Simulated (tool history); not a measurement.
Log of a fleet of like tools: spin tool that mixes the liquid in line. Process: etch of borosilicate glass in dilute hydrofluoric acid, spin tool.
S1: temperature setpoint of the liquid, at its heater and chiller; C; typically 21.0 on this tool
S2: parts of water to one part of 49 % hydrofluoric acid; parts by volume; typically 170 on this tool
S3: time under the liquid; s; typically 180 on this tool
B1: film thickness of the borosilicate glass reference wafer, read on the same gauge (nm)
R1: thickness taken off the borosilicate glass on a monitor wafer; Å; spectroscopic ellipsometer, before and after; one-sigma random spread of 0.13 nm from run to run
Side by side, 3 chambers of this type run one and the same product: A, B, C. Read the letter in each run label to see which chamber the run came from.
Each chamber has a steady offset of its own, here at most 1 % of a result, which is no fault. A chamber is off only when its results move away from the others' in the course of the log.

run,hour,S1,S2,S3,B1,R1
1C,4.7,21.0,170,180,79.963,207.88
2A,7.5,21.0,170,180,79.978,206.09
3B,10.2,21.0,170,180,79.973,207.89
4C,14.4,21.0,170,180,79.983,205.89
5B,18.3,21.0,170,180,79.990,209.88
6A,21.8,21.0,170,180,80.014,206.84
7B,26.6,17.5,170,180,79.986,183.08
8A,30.6,17.5,170,180,79.968,179.99
9C,35.6,17.5,170,180,79.975,178.99
10B,40.5,21.0,170,180,79.977,210.41
11A,43.4,21.0,170,180,80.025,208.72
12C,47.2,21.0,170,180,79.973,206.00
13C,52.0,21.0,170,180,79.978,205.76
14B,55.7,21.0,170,180,80.005,207.35
15A,59.5,21.0,170,180,79.996,206.73
16A,62.3,21.0,170,180,79.986,205.55
17B,66.9,21.0,170,180,79.962,208.69
18C,71.6,21.0,170,180,80.010,205.11
19B,76.4,21.0,170,180,80.009,206.83
20C,79.1,21.0,170,180,80.029,204.30
21A,83.0,21.0,170,180,80.006,200.75
22A,87.0,21.0,170,180,79.979,201.54
23C,89.5,21.0,170,180,80.024,204.63
24B,94.2,21.0,170,180,80.011,208.15
25C,98.5,21.0,170,180,79.986,206.50
26B,102.5,21.0,170,180,79.962,206.54
27A,105.7,21.0,170,180,79.993,199.25
28B,110.7,21.0,170,180,80.005,208.42
29A,114.9,21.0,170,180,80.007,198.07
30C,117.9,21.0,170,180,79.993,204.36
31C,120.2,21.0,170,180,79.976,207.49
32A,123.4,21.0,170,180,79.960,197.06
33B,126.8,25.5,170,260,80.000,352.92

All chambers now run identical settings, listed one chamber a line with results as question marks. What results will each chamber show?
34A,130.5,17.0,170,180,,?
34B,130.5,17.0,170,180,,?
34C,130.5,17.0,170,180,,?

run,R1
34A,166.96
34B,181.15
34C,174.60
